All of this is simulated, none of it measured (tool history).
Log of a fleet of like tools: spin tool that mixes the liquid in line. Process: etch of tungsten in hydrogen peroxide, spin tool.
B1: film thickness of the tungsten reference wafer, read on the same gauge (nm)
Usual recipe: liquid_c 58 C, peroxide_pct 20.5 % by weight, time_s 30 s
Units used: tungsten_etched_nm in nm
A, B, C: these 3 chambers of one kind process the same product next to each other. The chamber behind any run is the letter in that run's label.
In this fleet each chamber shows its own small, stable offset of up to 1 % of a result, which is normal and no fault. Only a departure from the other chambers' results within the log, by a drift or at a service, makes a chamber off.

{"run": "1A", "hour": 8.6, "liquid_c": 58, "peroxide_pct": 20.5, "time_s": 30, "B1": 149.99, "tungsten_etched_nm": 59.763}
{"run": "2B", "hour": 23.5, "liquid_c": 58, "peroxide_pct": 20.5, "time_s": 30, "B1": 150.02, "tungsten_etched_nm": 60.105}
{"run": "3C", "hour": 37.1, "liquid_c": 58, "peroxide_pct": 20.5, "time_s": 30, "B1": 150.03, "tungsten_etched_nm": 58.99}
{"run": "4A", "hour": 48.5, "liquid_c": 58, "peroxide_pct": 20.5, "time_s": 30, "B1": 149.99, "tungsten_etched_nm": 60.136}
{"run": "5C", "hour": 63.0, "liquid_c": 58, "peroxide_pct": 20.5, "time_s": 30, "B1": 150.0, "tungsten_etched_nm": 59.745}
{"run": "6B", "hour": 70.0, "liquid_c": 58, "peroxide_pct": 20.5, "time_s": 30, "B1": 150.01, "tungsten_etched_nm": 59.524}
{"run": "7A", "hour": 78.2, "liquid_c": 58, "peroxide_pct": 18.0, "time_s": 45, "B1": 150.02, "tungsten_etched_nm": 84.778}
{"run": "8B", "hour": 91.2, "liquid_c": 58, "peroxide_pct": 18.0, "time_s": 45, "B1": 149.98, "tungsten_etched_nm": 83.56}
{"hour": 94.5, "done": "chamber A: thermometer replaced"}
{"run": "9C", "hour": 105.8, "liquid_c": 58, "peroxide_pct": 18.0, "time_s": 45, "B1": 149.97, "tungsten_etched_nm": 83.244}
{"run": "10C", "hour": 120.5, "liquid_c": 58, "peroxide_pct": 20.5, "time_s": 30, "B1": 150.01, "tungsten_etched_nm": 58.88}
{"run": "11B", "hour": 130.6, "liquid_c": 58, "peroxide_pct": 20.5, "time_s": 30, "B1": 149.99, "tungsten_etched_nm": 59.659}
{"run": "12A", "hour": 139.3, "liquid_c": 58, "peroxide_pct": 20.5, "time_s": 30, "B1": 150.01, "tungsten_etched_nm": 59.45}
{"run": "13B", "hour": 151.3, "liquid_c": 58, "peroxide_pct": 20.5, "time_s": 15, "B1": 149.99, "tungsten_etched_nm": 30.071}
{"run": "14C", "hour": 161.1, "liquid_c": 58, "peroxide_pct": 20.5, "time_s": 15, "B1": 149.98, "tungsten_etched_nm": 29.63}
{"run": "15A", "hour": 169.5, "liquid_c": 58, "peroxide_pct": 20.5, "time_s": 15, "B1": 149.99, "tungsten_etched_nm": 29.935}
{"hour": 171.9, "done": "chamber C: heated supply line repaired"}
{"run": "16C", "hour": 181.2, "liquid_c": 58, "peroxide_pct": 20.5, "time_s": 30, "B1": 150.01, "tungsten_etched_nm": 58.407}
{"run": "17B", "hour": 194.0, "liquid_c": 58, "peroxide_pct": 20.5, "time_s": 30, "B1": 150.02, "tungsten_etched_nm": 59.863}
{"run": "18A", "hour": 207.3, "liquid_c": 58, "peroxide_pct": 20.5, "time_s": 30, "B1": 149.97, "tungsten_etched_nm": 60.102}
{"run": "19C", "hour": 220.1, "liquid_c": 58, "peroxide_pct": 20.5, "time_s": 30, "B1": 149.99, "tungsten_etched_nm": 60.165}
{"run": "20A", "hour": 230.0, "liquid_c": 58, "peroxide_pct": 20.5, "time_s": 30, "B1": 150.04, "tungsten_etched_nm": 60.552}
{"hour": 236.9, "done": "chamber C: thermometer replaced"}
{"run": "21B", "hour": 237.4, "liquid_c": 58, "peroxide_pct": 20.5, "time_s": 30, "B1": 149.98, "tungsten_etched_nm": 59.399}
{"hour": 242.5, "done": "chamber C: peroxide flow meter replaced"}
{"run": "22C", "hour": 251.3, "liquid_c": 58, "peroxide_pct": 20.5, "time_s": 30, "B1": 149.98, "tungsten_etched_nm": 58.159}
{"run": "23A", "hour": 260.0, "liquid_c": 58, "peroxide_pct": 20.5, "time_s": 30, "B1": 150.03, "tungsten_etched_nm": 60.022}
{"run": "24B", "hour": 270.7, "liquid_c": 58, "peroxide_pct": 20.5, "time_s": 30, "B1": 150.0, "tungsten_etched_nm": 59.318}
{"run": "25C", "hour": 283.9, "liquid_c": 58, "peroxide_pct": 20.5, "time_s": 30, "B1": 150.02, "tungsten_etched_nm": 59.359}
{"run": "26A", "hour": 297.2, "liquid_c": 58, "peroxide_pct": 20.5, "time_s": 30, "B1": 150.04, "tungsten_etched_nm": 59.644}
{"run": "27B", "hour": 310.8, "liquid_c": 58, "peroxide_pct": 20.5, "time_s": 30, "B1": 149.97, "tungsten_etched_nm": 59.677}
{"hour": 314.5, "done": "chamber B: thermometer replaced"}
{"hour": 316.0, "done": "chamber A: new drum of peroxide connected"}
{"run": "28A", "hour": 318.8, "liquid_c": 61, "peroxide_pct": 20.5, "time_s": 30, "B1": 150.0, "tungsten_etched_nm": 71.702}
{"run": "29C", "hour": 325.9, "liquid_c": 61, "peroxide_pct": 20.5, "time_s": 30, "B1": 150.02, "tungsten_etched_nm": 69.944}
{"run": "30B", "hour": 332.4, "liquid_c": 61, "peroxide_pct": 20.5, "time_s": 30, "B1": 150.04, "tungsten_etched_nm": 71.624}
{"run": "31B", "hour": 345.6, "liquid_c": 58, "peroxide_pct": 20.5, "time_s": 30, "B1": 149.98, "tungsten_etched_nm": 59.69}
{"run": "32A", "hour": 358.8, "liquid_c": 58, "peroxide_pct": 20.5, "time_s": 30, "B1": 150.02, "tungsten_etched_nm": 59.974}
{"run": "33C", "hour": 370.4, "liquid_c": 58, "peroxide_pct": 20.5, "time_s": 30, "B1": 149.97, "tungsten_etched_nm": 59.619}
{"run": "34B", "hour": 377.8, "liquid_c": 58, "peroxide_pct": 20.5, "time_s": 30, "B1": 150.02, "tungsten_etched_nm": 59.727}
{"run": "35C", "hour": 385.1, "liquid_c": 58, "peroxide_pct": 20.5, "time_s": 30, "B1": 150.02, "tungsten_etched_nm": 59.111}
{"run": "36A", "hour": 399.2, "liquid_c": 58, "peroxide_pct": 20.5, "time_s": 30, "B1": 149.98, "tungsten_etched_nm": 59.943}

All chambers now run identical settings, listed one chamber a line with results as question marks. What results will each chamber show?
{"run": "37A", "hour": 410.0, "liquid_c": 58, "peroxide_pct": 20.5, "time_s": 30, "tungsten_etched_nm": "?"}
{"run": "37B", "hour": 410.0, "liquid_c": 58, "peroxide_pct": 20.5, "time_s": 30, "tungsten_etched_nm": "?"}
{"run": "37C", "hour": 410.0, "liquid_c": 58, "peroxide_pct": 20.5, "time_s": 30, "tungsten_etched_nm": "?"}

run=37A tungsten_etched_nm=60.013
run=37B tungsten_etched_nm=60.293
run=37C tungsten_etched_nm=59.215
